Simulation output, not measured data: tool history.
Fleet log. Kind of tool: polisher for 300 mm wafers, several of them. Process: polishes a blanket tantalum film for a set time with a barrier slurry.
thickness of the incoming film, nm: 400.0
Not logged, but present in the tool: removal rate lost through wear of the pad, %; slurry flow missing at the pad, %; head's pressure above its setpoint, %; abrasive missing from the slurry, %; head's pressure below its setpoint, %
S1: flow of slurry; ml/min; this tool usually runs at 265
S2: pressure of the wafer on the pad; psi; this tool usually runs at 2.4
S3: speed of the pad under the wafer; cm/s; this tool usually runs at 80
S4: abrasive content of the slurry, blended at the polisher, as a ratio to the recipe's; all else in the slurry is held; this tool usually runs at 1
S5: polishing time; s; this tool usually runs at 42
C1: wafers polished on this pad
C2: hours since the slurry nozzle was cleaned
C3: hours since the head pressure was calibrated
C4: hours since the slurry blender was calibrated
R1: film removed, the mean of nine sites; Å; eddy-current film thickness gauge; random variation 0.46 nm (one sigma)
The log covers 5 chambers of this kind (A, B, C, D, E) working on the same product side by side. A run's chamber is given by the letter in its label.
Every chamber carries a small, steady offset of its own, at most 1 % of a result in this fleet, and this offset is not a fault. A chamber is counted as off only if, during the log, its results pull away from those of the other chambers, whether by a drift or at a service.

run,hour,S1,S2,S3,S4,S5,C1,C2,C3,C4,R1
# hour 0.1: chamber B: worn pad replaced by a new one
# hour 2.3: chamber E: worn pad replaced by a new one
1C,4.7,265,2.4,80,1,42,115,288.6,1192.9,10.2,593.54
2E,8.4,265,2.4,80,1,42,99,66.0,124.7,163.0,583.64
3B,13.3,265,2.4,80,1,42,213,458.5,1164.8,211.9,593.51
4A,16.0,265,2.4,80,1,42,343,159.8,536.2,222.3,584.34
# hour 18.2: chamber E: slurry blender recalibrated
5D,18.4,265,2.4,80,1,42,577,438.4,332.8,80.7,578.26
6E,23.5,265,2.4,80,1,42,343,81.1,139.8,5.3,590.97
7C,26.7,265,2.4,80,1,42,470,310.6,1214.9,32.2,586.71
8A,31.3,265,2.4,80,1,42,590,175.1,551.5,237.6,577.98
# hour 33.2: chamber B: worn pad replaced by a new one
# hour 35.8: chamber A: worn pad replaced by a new one
9D,36.3,265,2.4,80,1,42,866,456.3,350.7,98.6,580.41
10B,39.9,265,2.4,80,1,42,108,485.1,1191.4,238.5,589.39
# hour 41.0: chamber E: worn pad replaced by a new one
11A,43.7,265,2.4,80,1,42,128,187.5,563.9,250.0,583.75
12B,47.7,265,2.4,80,1,42,234,492.9,1199.2,246.3,585.46
13E,50.4,265,2.4,80,1,33,152,108.0,166.7,32.2,465.05
14D,53.5,265,2.4,80,1,33,1144,473.5,367.9,115.8,453.68
15C,56.3,265,2.4,80,1,33,949,340.2,1244.5,61.8,468.64
# hour 56.5: chamber A: slurry blender recalibrated
16E,60.5,265,2.4,80,1,33,316,118.1,176.8,42.3,459.47
17A,64.5,265,2.4,80,1,33,464,208.3,584.7,8.0,456.29
18D,67.7,265,2.4,80,1,42,1374,487.7,382.1,130.0,568.07
19B,70.0,265,2.4,80,1,42,595,515.2,1221.5,268.6,583.28
# hour 70.9: chamber C: worn pad replaced by a new one
20C,72.7,265,2.4,80,1,42,30,356.6,1260.9,78.2,588.27
# hour 74.8: chamber B: worn pad replaced by a new one
# hour 74.8: chamber B: slurry blender recalibrated
# hour 77.2: chamber A: worn pad replaced by a new one
21D,77.2,265,2.4,80,1,42,1527,497.2,391.6,139.5,572.80
22E,81.7,265,2.4,80,1,42,658,139.3,198.0,63.5,584.38
# hour 82.6: chamber C: head pressure recalibrated
# hour 83.2: chamber E: worn pad replaced by a new one
23A,85.7,265,2.4,80,1,34,138,229.5,605.9,29.2,476.41
24B,90.2,265,2.4,80,1,34,250,535.4,1241.7,15.4,475.69
25C,94.1,265,2.4,80,1,34,376,378.0,11.5,99.6,476.69
26C,98.6,265,2.4,80,1,34,449,382.5,16.0,104.1,478.61
27E,101.0,265,2.4,80,1,34,288,158.6,217.3,82.8,480.45
28B,103.5,265,2.4,80,1,42,465,548.7,1255.0,28.7,583.80
29A,107.7,265,2.4,80,1,42,493,251.5,627.9,51.2,578.24
# hour 111.3: chamber B: worn pad replaced by a new one
30D,111.4,265,2.4,80,1,42,2080,531.4,425.8,173.7,557.40
# hour 111.5: chamber A: worn pad replaced by a new one
31A,114.1,265,2.4,80,1,42,43,257.9,634.3,57.6,583.29
32D,118.7,265,2.4,80,1,42,2198,538.7,433.1,181.0,557.19
33B,123.3,265,2.4,80,1,42,195,568.5,1274.8,48.5,580.31
34E,128.1,265,2.4,80,1,42,726,185.7,244.4,109.9,590.37
35C,131.8,320,2.4,92,1,42,985,415.7,49.2,137.3,696.07
# hour 132.7: chamber E: worn pad replaced by a new one
36B,134.0,320,2.4,92,1,42,368,579.2,1285.5,59.2,689.57
37C,138.9,320,2.4,92,1,42,1100,422.8,56.3,144.4,687.63
38E,143.5,320,2.4,92,1,42,174,201.1,259.8,125.3,697.16
# hour 144.9: chamber A: worn pad replaced by a new one
39D,145.7,320,2.4,92,1,42,2634,565.7,460.1,208.0,643.21
40A,148.0,265,2.0,80,1,42,50,291.8,668.2,91.5,488.91
# hour 151.9: chamber E: slurry blender recalibrated
41E,152.2,265,2.0,80,1,42,315,209.8,268.5,0.4,491.85
# hour 154.4: chamber C: worn pad replaced by a new one
42C,154.9,265,2.0,80,1,42,8,438.8,72.3,160.4,490.06

Which is it: a chamber that has drifted or been left off by a service, a gauge drift common to all chambers, or only each chamber's usual small offset? If a chamber is off, name it and its likeliest cause.

Little by little, chamber D moves away from the other chambers.
Most likely cause: removal rate lost through wear of the pad, % = 7.84.
From this log alone, it may not be told apart from: slurry flow missing at the pad, %; head's pressure below its setpoint, %; abrasive missing from the slurry, %.

Here are 4 candidates for chamber D's next run, each the usual settings with a change, their results left as question marks. Which one brings its results back in line with what the others give on the usual settings?
Counts as in line when no further than this from what the other chambers average on the usual settings: R1 16.00 Å
43D-1,158.6,265,2.5,82,1,43,,,,,?
43D-2,158.6,265,2.4,82,1,43,,,,,?
43D-3,158.6,265,2.4,78,1,41,,,,,?
43D-4,158.6,265,2.3,78,1,41,,,,,?

Average result of the remaining chambers running the usual settings: R1 587.59 Å
run,R1
43D-1,586.94
43D-2,563.26
43D-3,510.48
43D-4,489.03
It is 43D-1 that realigns the chamber with its peers.
